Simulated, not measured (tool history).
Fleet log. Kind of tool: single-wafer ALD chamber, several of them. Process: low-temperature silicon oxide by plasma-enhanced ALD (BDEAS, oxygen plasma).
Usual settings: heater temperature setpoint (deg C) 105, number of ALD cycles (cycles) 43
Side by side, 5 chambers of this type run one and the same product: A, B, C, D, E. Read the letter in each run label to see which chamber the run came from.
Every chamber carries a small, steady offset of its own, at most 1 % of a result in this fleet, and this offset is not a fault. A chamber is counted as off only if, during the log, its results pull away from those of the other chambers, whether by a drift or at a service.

run	hour	heater temperature setpoint (deg C)	number of ALD cycles (cycles)	read-back reference wafer on the same gauge, thickness_nm	mean film thickness on the monitor wafer (nm)
1C	5.3	105	43	5.0546	6.0764
2B	12.2	105	43	5.0535	6.0293
3D	18.6	105	43	5.0496	6.0208
4E	24.5	105	43	5.0491	6.0875
5A	31.1	105	43	5.0518	6.0534
6B	35.0	105	43	5.0560	6.0142
7A	38.5	105	43	5.0530	6.0180
8C	42.4	105	43	5.0511	6.0706
9D	46.3	111	48	5.0517	6.7010
10E	50.5	111	48	5.0521	6.7263
11D	57.3	111	48	5.0520	6.6620
12B	64.4	111	48	5.0480	6.6876
13C	68.8	111	48	5.0511	6.6875
14E	72.9	105	43	5.0501	6.0944
15A	79.1	105	43	5.0531	6.0514
16A	82.2	105	43	5.0494	6.0656
17C	87.3	105	43	5.0483	6.0481
18E	92.4	105	43	5.0515	6.1111
19D	98.3	105	43	5.0496	6.0561
20B	103.2	105	43	5.0484	6.0459
21C	108.8	105	50	5.0545	7.0154
22D	115.9	105	50	5.0551	7.0448
23A	120.9	105	50	5.0527	7.0394
24E	125.3	105	50	5.0524	7.0864
25B	131.2	105	50	5.0510	7.0275
26A	134.5	105	43	5.0454	6.0629
27B	139.5	105	43	5.0501	6.0817
28E	145.5	105	43	5.0485	6.1202
29C	149.8	105	43	5.0482	6.0483
30D	155.5	105	43	5.0506	6.0324
31B	162.7	105	43	5.0562	6.0440

Does one chamber stand apart from the rest, does the shared gauge drift, or is all well apart from small per-chamber offsets? Give the chamber and the most likely cause, where there is one.

All chambers stay in line apart from their small fixed offsets, and the gauge does not drift.
